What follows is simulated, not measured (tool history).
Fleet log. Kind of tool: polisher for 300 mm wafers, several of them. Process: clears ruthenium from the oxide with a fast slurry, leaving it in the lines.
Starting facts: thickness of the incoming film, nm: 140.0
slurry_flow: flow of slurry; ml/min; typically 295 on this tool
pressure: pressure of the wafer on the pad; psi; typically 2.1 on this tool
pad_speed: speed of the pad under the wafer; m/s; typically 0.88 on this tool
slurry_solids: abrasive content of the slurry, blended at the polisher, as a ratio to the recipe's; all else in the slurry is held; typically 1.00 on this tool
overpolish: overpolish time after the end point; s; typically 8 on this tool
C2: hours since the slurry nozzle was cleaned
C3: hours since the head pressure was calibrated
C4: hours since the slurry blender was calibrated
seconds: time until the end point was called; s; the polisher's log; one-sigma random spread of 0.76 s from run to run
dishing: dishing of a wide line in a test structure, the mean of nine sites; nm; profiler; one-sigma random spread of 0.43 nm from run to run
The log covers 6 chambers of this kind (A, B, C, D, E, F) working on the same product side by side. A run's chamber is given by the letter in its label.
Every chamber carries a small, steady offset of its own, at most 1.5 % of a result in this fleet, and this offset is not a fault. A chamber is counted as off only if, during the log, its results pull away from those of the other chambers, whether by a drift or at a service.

Run 1F, hour 3.3: usual settings; wafers polished on this pad 642; C2 459.7; C3 707.1; C4 158.3. Result: seconds 41.524 s, dishing 23.011 nm.
At hour 7.1: chamber B: worn pad replaced by a new one.
Run 2C, hour 9.1: usual settings; wafers polished on this pad 1378; C2 88.8; C3 131.6; C4 82.9. Result: seconds 42.406 s, dishing 22.287 nm.
At hour 12.0: chamber C: worn pad replaced by a new one.
Run 3E, hour 12.1: usual settings; wafers polished on this pad 306; C2 139.7; C3 924.0; C4 200.2. Result: seconds 41.686 s, dishing 22.802 nm.
At hour 18.7: chamber A: slurry blender recalibrated.
Run 4A, hour 18.7: usual settings; wafers polished on this pad 1417; C2 301.4; C3 289.0; C4 0.1. Result: seconds 42.185 s, dishing 22.528 nm.
Run 5D, hour 21.8: usual settings; wafers polished on this pad 553; C2 259.4; C3 82.0; C4 139.6. Result: seconds 43.393 s, dishing 22.845 nm.
At hour 22.8: chamber A: worn pad replaced by a new one.
Run 6B, hour 26.6: usual settings; wafers polished on this pad 187; C2 42.2; C3 705.0; C4 112.8. Result: seconds 43.053 s, dishing 23.178 nm.
Run 7F, hour 32.2: usual settings; wafers polished on this pad 919; C2 488.6; C3 736.0; C4 187.2. Result: seconds 41.624 s, dishing 21.849 nm.
At hour 32.8: chamber F: slurry nozzle cleaned.
Run 8D, hour 38.4: usual settings; wafers polished on this pad 713; C2 276.0; C3 98.6; C4 156.2. Result: seconds 40.942 s, dishing 22.119 nm.
Run 9E, hour 42.8: usual settings; wafers polished on this pad 600; C2 170.4; C3 954.7; C4 230.9. Result: seconds 41.526 s, dishing 21.654 nm.
Run 10C, hour 46.6: usual settings; wafers polished on this pad 332; C2 126.3; C3 169.1; C4 120.4. Result: seconds 41.762 s, dishing 22.682 nm.
At hour 49.2: chamber E: head pressure recalibrated.
Run 11B, hour 50.7: usual settings; wafers polished on this pad 418; C2 66.3; C3 729.1; C4 136.9. Result: seconds 43.881 s, dishing 22.190 nm.
Run 12A, hour 56.4: usual settings; wafers polished on this pad 322; C2 339.1; C3 326.7; C4 37.8. Result: seconds 42.797 s, dishing 22.233 nm.
Run 13F, hour 59.9: usual settings but pad_speed 1.10 m/s, slurry_solids 0.85; wafers polished on this pad 1185; C2 27.2; C3 763.7; C4 214.9. Result: seconds 36.661 s, dishing 26.445 nm.
Run 14B, hour 63.2: usual settings but pad_speed 1.10 m/s, slurry_solids 0.85; wafers polished on this pad 538; C2 78.8; C3 741.6; C4 149.4. Result: seconds 36.805 s, dishing 26.059 nm.
Run 15D, hour 67.8: usual settings but pad_speed 1.10 m/s, slurry_solids 0.85; wafers polished on this pad 995; C2 305.4; C3 128.0; C4 185.6. Result: seconds 36.645 s, dishing 26.348 nm.
At hour 69.7: chamber E: worn pad replaced by a new one.
Run 16C, hour 73.0: usual settings but pad_speed 1.10 m/s, slurry_solids 0.85; wafers polished on this pad 586; C2 152.7; C3 195.5; C4 146.8. Result: seconds 36.347 s, dishing 26.553 nm.
At hour 74.0: chamber F: worn pad replaced by a new one.
Run 17E, hour 78.4: usual settings but pad_speed 1.10 m/s, slurry_solids 0.85; wafers polished on this pad 83; C2 206.0; C3 29.3; C4 266.5. Result: seconds 36.453 s, dishing 25.433 nm.
At hour 79.5: chamber D: slurry nozzle cleaned.
Run 18A, hour 83.2: usual settings but pad_speed 1.10 m/s, slurry_solids 0.85; wafers polished on this pad 579; C2 365.9; C3 353.5; C4 64.6. Result: seconds 37.973 s, dishing 25.481 nm.
Run 19F, hour 89.8: usual settings; wafers polished on this pad 151; C2 57.1; C3 793.6; C4 244.8. Result: seconds 44.302 s, dishing 21.709 nm.
Run 20A, hour 94.7: usual settings; wafers polished on this pad 690; C2 377.4; C3 365.0; C4 76.1. Result: seconds 43.256 s, dishing 22.062 nm.
Run 21B, hour 100.3: usual settings but pressure 1.5 psi; wafers polished on this pad 895; C2 115.9; C3 778.7; C4 186.5. Result: seconds 61.113 s, dishing 16.021 nm.
Run 22D, hour 107.0: usual settings but pressure 1.5 psi; wafers polished on this pad 1371; C2 27.6; C3 167.2; C4 224.8. Result: seconds 58.332 s, dishing 16.374 nm.
Run 23E, hour 110.1: usual settings but pressure 1.5 psi; wafers polished on this pad 388; C2 237.7; C3 61.0; C4 298.2. Result: seconds 60.698 s, dishing 16.803 nm.
At hour 113.6: chamber C: slurry blender recalibrated.
At hour 114.0: chamber C: slurry nozzle cleaned.
Run 24C, hour 115.8: usual settings but pressure 1.5 psi; wafers polished on this pad 997; C2 1.8; C3 238.3; C4 2.2. Result: seconds 58.613 s, dishing 16.080 nm.
At hour 120.9: chamber C: worn pad replaced by a new one.
Run 25E, hour 122.6: usual settings but pressure 1.5 psi; wafers polished on this pad 508; C2 250.2; C3 73.5; C4 310.7. Result: seconds 58.830 s, dishing 16.413 nm.
At hour 125.7: chamber D: worn pad replaced by a new one.
Run 26B, hour 127.7: usual settings but pressure 1.5 psi; wafers polished on this pad 1157; C2 143.3; C3 806.1; C4 213.9. Result: seconds 59.808 s, dishing 16.543 nm.
Run 27A, hour 131.4: usual settings; wafers polished on this pad 1042; C2 414.1; C3 401.7; C4 112.8. Result: seconds 40.918 s, dishing 21.551 nm.
At hour 136.9: chamber B: worn pad replaced by a new one.
Run 28C, hour 137.6: usual settings but pressure 2.8 psi, pad_speed 1.16 m/s; wafers polished on this pad 160; C2 23.6; C3 260.1; C4 24.0. Result: seconds 24.332 s, dishing 38.260 nm.
At hour 140.1: chamber B: slurry blender recalibrated.
At hour 140.2: chamber A: slurry blender recalibrated.
Run 29D, hour 144.4: usual settings but pressure 2.8 psi, pad_speed 1.16 m/s; wafers polished on this pad 180; C2 65.0; C3 204.6; C4 262.2. Result: seconds 24.037 s, dishing 39.039 nm.
Run 30F, hour 149.0: usual settings but pressure 2.8 psi, pad_speed 1.16 m/s; wafers polished on this pad 719; C2 116.3; C3 852.8; C4 304.0. Result: seconds 26.707 s, dishing 34.740 nm.
At hour 153.3: chamber E: worn pad replaced by a new one.
Run 31D, hour 154.6: usual settings but pressure 2.8 psi, pad_speed 1.16 m/s; wafers polished on this pad 278; C2 75.2; C3 214.8; C4 272.4. Result: seconds 24.872 s, dishing 38.258 nm.
Run 32C, hour 160.3: usual settings but pressure 2.8 psi, pad_speed 1.16 m/s; wafers polished on this pad 378; C2 46.3; C3 282.8; C4 46.7. Result: seconds 23.493 s, dishing 38.062 nm.
Run 33F, hour 165.4: usual settings but pressure 2.8 psi, pad_speed 1.16 m/s; wafers polished on this pad 877; C2 132.7; C3 869.2; C4 320.4. Result: seconds 28.431 s, dishing 33.682 nm.
Run 34E, hour 170.8: usual settings; wafers polished on this pad 168; C2 298.4; C3 121.7; C4 358.9. Result: seconds 40.914 s, dishing 23.125 nm.
At hour 171.2: chamber A: worn pad replaced by a new one.
At hour 173.5: chamber D: slurry blender recalibrated.
Run 35A, hour 177.2: usual settings; wafers polished on this pad 58; C2 459.9; C3 447.5; C4 37.0. Result: seconds 42.265 s, dishing 22.990 nm.
Run 36B, hour 181.7: usual settings; wafers polished on this pad 430; C2 197.3; C3 860.1; C4 41.6. Result: seconds 42.794 s, dishing 22.566 nm.
Run 37D, hour 186.7: usual settings but slurry_flow 205 ml/min; wafers polished on this pad 586; C2 107.3; C3 246.9; C4 13.2. Result: seconds 42.109 s, dishing 22.473 nm.
Run 38A, hour 190.6: usual settings but slurry_flow 205 ml/min; wafers polished on this pad 186; C2 473.3; C3 460.9; C4 50.4. Result: seconds 42.790 s, dishing 21.155 nm.
Run 39B, hour 195.3: usual settings but slurry_flow 205 ml/min; wafers polished on this pad 561; C2 210.9; C3 873.7; C4 55.2. Result: seconds 45.516 s, dishing 21.582 nm.
Run 40E, hour 198.5: usual settings but slurry_flow 205 ml/min; wafers polished on this pad 434; C2 326.1; C3 149.4; C4 386.6. Result: seconds 43.995 s, dishing 21.676 nm.

The same settings go to every chamber for the next run, one line per chamber below. Forecast the results for each:
Run 41A, hour 203.4: usual settings but slurry_solids 1.15. Result: seconds ?, dishing ?.
Run 41B, hour 203.4: usual settings but slurry_solids 1.15. Result: seconds ?, dishing ?.
Run 41C, hour 203.4: usual settings but slurry_solids 1.15. Result: seconds ?, dishing ?.
Run 41D, hour 203.4: usual settings but slurry_solids 1.15. Result: seconds ?, dishing ?.
Run 41E, hour 203.4: usual settings but slurry_solids 1.15. Result: seconds ?, dishing ?.
Run 41F, hour 203.4: usual settings but slurry_solids 1.15. Result: seconds ?, dishing ?.

run  seconds  dishing
41A   40.423   23.745
41B   40.079   24.529
41C   39.726   23.997
41D   39.729   24.202
41E   39.129   24.019
41F   50.006   19.484
